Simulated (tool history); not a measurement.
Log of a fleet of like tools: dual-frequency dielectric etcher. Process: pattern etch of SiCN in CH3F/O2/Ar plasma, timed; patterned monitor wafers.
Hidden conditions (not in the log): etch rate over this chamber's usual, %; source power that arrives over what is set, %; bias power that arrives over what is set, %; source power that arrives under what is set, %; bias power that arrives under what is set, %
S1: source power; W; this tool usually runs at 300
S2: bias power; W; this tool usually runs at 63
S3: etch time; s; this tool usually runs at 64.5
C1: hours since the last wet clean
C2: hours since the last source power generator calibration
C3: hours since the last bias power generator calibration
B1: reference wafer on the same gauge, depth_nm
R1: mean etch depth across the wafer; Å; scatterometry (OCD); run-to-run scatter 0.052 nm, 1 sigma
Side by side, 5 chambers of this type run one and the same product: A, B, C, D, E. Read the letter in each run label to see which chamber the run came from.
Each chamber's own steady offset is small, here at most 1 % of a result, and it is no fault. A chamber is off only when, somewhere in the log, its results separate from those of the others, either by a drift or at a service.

run,hour,S1,S2,S3,C1,C2,C3,B1,R1
1D,6.5,300,63,64.5,184.9,2304.2,2210.2,23.812,208.15
2B,14.5,300,63,64.5,116.4,121,1602.1,23.806,204.91
3C,20,300,63,64.5,213.7,174.8,2789,23.792,208.07
4E,24.6,300,63,64.5,138.3,1301.5,313.1,23.799,207.21
5A,28.7,250,63,64.5,186.1,1199.3,987.1,23.819,193.34
6B,36.1,250,63,64.5,138,142.6,1623.7,23.791,192.42
7D,42.2,250,63,64.5,220.6,2339.9,2245.9,23.788,193.54
8E,46.7,250,63,64.5,160.4,1323.6,335.2,23.812,192.71
9C,54.9,250,63,64.5,248.6,209.7,2823.9,23.795,194.42
10A,59.2,300,63,64.5,216.6,1229.8,1017.6,23.805,207.5
11D,66.8,300,56,64.5,245.2,2364.5,2270.5,23.798,199.55
12E,74.6,300,56,64.5,188.3,1351.5,363.1,23.812,198.81
13C,78.7,300,56,64.5,272.4,233.5,2847.7,23.796,200.21
14B,85,300,56,64.5,186.9,191.5,1672.6,23.812,196.35
15A,92,300,56,64.5,249.4,1262.6,1050.4,23.812,198.12
16A,100.3,300,63,64.5,257.7,1270.9,1058.7,23.798,206.99
17B,107.6,300,63,64.5,209.5,214.1,1695.2,23.793,204.96
18D,115.5,300,63,64.5,293.9,2413.2,2319.2,23.81,208.47
19C,121.2,300,63,64.5,314.9,276,2890.2,23.792,208.43
20E,127,300,63,64.5,240.7,1403.9,415.5,23.789,206.08
21C,131.7,300,63,64.5,325.4,286.5,2900.7,23.801,208.63
22E,139.7,300,63,64.5,253.4,1416.6,428.2,23.802,206.45
23A,144.6,300,63,64.5,302,1315.2,1103,23.821,206.04
24D,150.6,260,63,64.5,329,2448.3,2354.3,23.798,196.65
25B,155.6,260,63,64.5,257.5,262.1,1743.2,23.811,192.98
26B,159.9,260,63,64.5,261.8,266.4,1747.5,23.79,192.83
27D,164.4,260,63,64.5,342.8,2462.1,2368.1,23.806,196.78
28E,172.1,260,63,64.5,285.8,1449,460.6,23.806,196.33
29A,176.5,300,63,64.5,333.9,1347.1,1134.9,23.789,207.47
30C,182.4,300,63,64.5,376.1,337.2,2951.4,23.786,209.53
31E,186.6,300,63,64.5,300.3,1463.5,475.1,23.815,206.76
32C,195.1,300,63,64.5,388.8,349.9,2964.1,23.801,208.85
33B,202.2,300,63,64.5,304.1,308.7,1789.8,23.793,202.88
34D,208.9,300,63,64.5,387.3,2506.6,2412.6,23.805,207.78
# hour 214.6: chamber A: wet clean of the chamber
35A,217,300,63,64.5,2.5,1387.6,1175.4,23.795,206.79

One chamber off, gauge drift, or nothing amiss beyond the chambers' own small offsets? If it is a chamber, which one, and what is the likeliest cause?

It is chamber B that slowly wanders off from its peers.
Likeliest cause: bias power that arrives under what is set, % = 3.99.
The log might look much the same if the cause were instead: etch rate under this chamber's usual, %; source power that arrives under what is set, %.

Which of the 4 candidates below, each the usual settings with something changed and its results left as question marks, puts chamber B back in line with what the other chambers give on the usual settings?
Maximum distance from the other chambers' mean on the usual settings for a result to count as in line: R1 1.8 Å
36B-1,223.2,300,63,64,,,,,?
36B-2,223.2,300,63,63,,,,,?
36B-3,223.2,300,63,66,,,,,?
36B-4,223.2,300,63,65,,,,,?

What the other chambers average on the usual settings: R1 207.54 Å
run,R1
36B-1,201.14
36B-2,198
36B-3,207.43
36B-4,204.28
The answer is 36B-3, which returns the chamber to within the allowed miss of the others.

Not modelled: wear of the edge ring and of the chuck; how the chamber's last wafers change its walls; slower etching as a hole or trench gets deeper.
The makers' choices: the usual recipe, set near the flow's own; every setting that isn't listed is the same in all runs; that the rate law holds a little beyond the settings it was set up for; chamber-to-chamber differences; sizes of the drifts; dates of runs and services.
